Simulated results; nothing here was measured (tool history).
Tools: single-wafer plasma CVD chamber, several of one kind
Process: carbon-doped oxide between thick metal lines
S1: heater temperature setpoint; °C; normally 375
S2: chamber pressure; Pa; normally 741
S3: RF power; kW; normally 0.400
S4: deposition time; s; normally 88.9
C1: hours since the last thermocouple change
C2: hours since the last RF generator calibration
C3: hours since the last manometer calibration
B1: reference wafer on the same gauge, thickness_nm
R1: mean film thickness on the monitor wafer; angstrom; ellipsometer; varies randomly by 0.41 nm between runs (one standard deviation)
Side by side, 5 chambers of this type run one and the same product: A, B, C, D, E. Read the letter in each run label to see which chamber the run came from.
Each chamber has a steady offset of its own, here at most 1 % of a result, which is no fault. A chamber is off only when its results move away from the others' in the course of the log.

Run 1B, hour 4.8: usual settings; C1 50.1; C2 187.8; C3 637.2; B1 368.00. Result: R1 3719.1 angstrom.
Run 2D, hour 10.1: usual settings; C1 1292.0; C2 485.5; C3 397.4; B1 368.11. Result: R1 3690.8 angstrom.
Run 3A, hour 15.5: usual settings; C1 1811.4; C2 1361.8; C3 1135.1; B1 368.06. Result: R1 3687.3 angstrom.
Run 4C, hour 22.6: usual settings; C1 1789.8; C2 683.1; C3 38.0; B1 368.22. Result: R1 3685.8 angstrom.
Run 5E, hour 28.6: usual settings; C1 1487.2; C2 1339.4; C3 430.8; B1 368.17. Result: R1 3690.7 angstrom.
Run 6C, hour 36.8: usual settings; C1 1804.0; C2 697.3; C3 52.2; B1 368.34. Result: R1 3695.7 angstrom.
Run 7B, hour 45.3: usual settings; C1 90.6; C2 228.3; C3 677.7; B1 368.30. Result: R1 3729.5 angstrom.
Run 8A, hour 51.0: usual settings; C1 1846.9; C2 1397.3; C3 1170.6; B1 368.29. Result: R1 3682.5 angstrom.
Run 9E, hour 59.0: usual settings; C1 1517.6; C2 1369.8; C3 461.2; B1 368.39. Result: R1 3686.4 angstrom.
Run 10D, hour 63.6: usual settings; C1 1345.5; C2 539.0; C3 450.9; B1 368.47. Result: R1 3702.0 angstrom.
Run 11A, hour 70.5: usual settings; C1 1866.4; C2 1416.8; C3 1190.1; B1 368.52. Result: R1 3691.2 angstrom.
Run 12E, hour 74.4: usual settings; C1 1533.0; C2 1385.2; C3 476.6; B1 368.45. Result: R1 3690.3 angstrom.
Run 13B, hour 80.4: usual settings; C1 125.7; C2 263.4; C3 712.8; B1 368.62. Result: R1 3725.1 angstrom.
Run 14D, hour 88.6: usual settings; C1 1370.5; C2 564.0; C3 475.9; B1 368.56. Result: R1 3700.2 angstrom.
Run 15C, hour 92.8: usual settings; C1 1860.0; C2 753.3; C3 108.2; B1 368.54. Result: R1 3694.3 angstrom.
Run 16C, hour 100.5: usual settings but S1 380 °C, S4 72.0 s; C1 1867.7; C2 761.0; C3 115.9; B1 368.60. Result: R1 2969.9 angstrom.
Run 17B, hour 104.6: usual settings but S1 380 °C, S4 72.0 s; C1 149.9; C2 287.6; C3 737.0; B1 368.64. Result: R1 2995.7 angstrom.
Run 18E, hour 109.2: usual settings but S1 380 °C, S4 72.0 s; C1 1567.8; C2 1420.0; C3 511.4; B1 368.62. Result: R1 2964.1 angstrom.
Run 19D, hour 114.9: usual settings but S1 380 °C, S4 72.0 s; C1 1396.8; C2 590.3; C3 502.2; B1 368.63. Result: R1 2971.6 angstrom.
Run 20A, hour 122.3: usual settings but S1 380 °C, S4 72.0 s; C1 1918.2; C2 1468.6; C3 1241.9; B1 368.78. Result: R1 2964.2 angstrom.
Run 21B, hour 128.8: usual settings; C1 174.1; C2 311.8; C3 761.2; B1 368.85. Result: R1 3726.2 angstrom.
Run 22E, hour 137.3: usual settings; C1 1595.9; C2 1448.1; C3 539.5; B1 368.90. Result: R1 3692.2 angstrom.
Run 23A, hour 142.7: usual settings; C1 1938.6; C2 1489.0; C3 1262.3; B1 368.77. Result: R1 3692.0 angstrom.
At hour 143.1: chamber A: RF generator calibrated.
Run 24D, hour 150.4: usual settings; C1 1432.3; C2 625.8; C3 537.7; B1 368.94. Result: R1 3707.3 angstrom.
Run 25C, hour 154.7: usual settings; C1 1921.9; C2 815.2; C3 170.1; B1 368.92. Result: R1 3698.9 angstrom.
Run 26D, hour 159.4: usual settings; C1 1441.3; C2 634.8; C3 546.7; B1 369.06. Result: R1 3708.2 angstrom.
Run 27A, hour 164.8: usual settings; C1 1960.7; C2 21.7; C3 1284.4; B1 369.07. Result: R1 3689.7 angstrom.
Run 28E, hour 169.7: usual settings; C1 1628.3; C2 1480.5; C3 571.9; B1 368.98. Result: R1 3696.2 angstrom.
Run 29C, hour 176.5: usual settings but S2 565 Pa, S4 72.9 s; C1 1943.7; C2 837.0; C3 191.9; B1 369.09. Result: R1 2910.9 angstrom.
Run 30B, hour 182.1: usual settings but S2 565 Pa, S4 72.9 s; C1 227.4; C2 365.1; C3 814.5; B1 369.08. Result: R1 2935.0 angstrom.
Run 31A, hour 190.4: usual settings but S2 565 Pa, S4 72.9 s; C1 1986.3; C2 47.3; C3 1310.0; B1 369.26. Result: R1 2910.9 angstrom.
Run 32E, hour 198.9: usual settings but S2 565 Pa, S4 72.9 s; C1 1657.5; C2 1509.7; C3 601.1; B1 369.37. Result: R1 2909.4 angstrom.
Run 33C, hour 206.6: usual settings but S2 565 Pa, S4 72.9 s; C1 1973.8; C2 867.1; C3 222.0; B1 369.22. Result: R1 2912.7 angstrom.
Run 34B, hour 214.0: usual settings; C1 259.3; C2 397.0; C3 846.4; B1 369.27. Result: R1 3736.6 angstrom.
Run 35D, hour 219.4: usual settings; C1 1501.3; C2 694.8; C3 606.7; B1 369.42. Result: R1 3702.2 angstrom.
Run 36D, hour 226.1: usual settings but S2 797 Pa; C1 1508.0; C2 701.5; C3 613.4; B1 369.26. Result: R1 3735.1 angstrom.
Run 37C, hour 233.1: usual settings but S2 797 Pa; C1 2000.3; C2 893.6; C3 248.5; B1 369.44. Result: R1 3741.6 angstrom.
Run 38B, hour 238.4: usual settings but S2 797 Pa; C1 283.7; C2 421.4; C3 870.8; B1 369.59. Result: R1 3770.9 angstrom.
Run 39E, hour 245.1: usual settings but S2 797 Pa; C1 1703.7; C2 1555.9; C3 647.3; B1 369.45. Result: R1 3732.9 angstrom.
Run 40A, hour 249.5: usual settings but S2 797 Pa; C1 2045.4; C2 106.4; C3 1369.1; B1 369.60. Result: R1 3732.3 angstrom.
Run 41E, hour 255.2: usual settings; C1 1713.8; C2 1566.0; C3 657.4; B1 369.53. Result: R1 3700.4 angstrom.
Run 42B, hour 260.9: usual settings; C1 306.2; C2 443.9; C3 893.3; B1 369.67. Result: R1 3741.5 angstrom.

Each of the 5 chambers runs these same settings next. Fill in every chamber's results:
Run 43A, hour 267.2: usual settings but S4 74.1 s. Result: R1 ?.
Run 43B, hour 267.2: usual settings but S4 74.1 s. Result: R1 ?.
Run 43C, hour 267.2: usual settings but S4 74.1 s. Result: R1 ?.
Run 43D, hour 267.2: usual settings but S4 74.1 s. Result: R1 ?.
Run 43E, hour 267.2: usual settings but S4 74.1 s. Result: R1 ?.

run      R1
43A  3088.8
43B  3112.8
43C  3096.2
43D  3102.7
43E  3092.6

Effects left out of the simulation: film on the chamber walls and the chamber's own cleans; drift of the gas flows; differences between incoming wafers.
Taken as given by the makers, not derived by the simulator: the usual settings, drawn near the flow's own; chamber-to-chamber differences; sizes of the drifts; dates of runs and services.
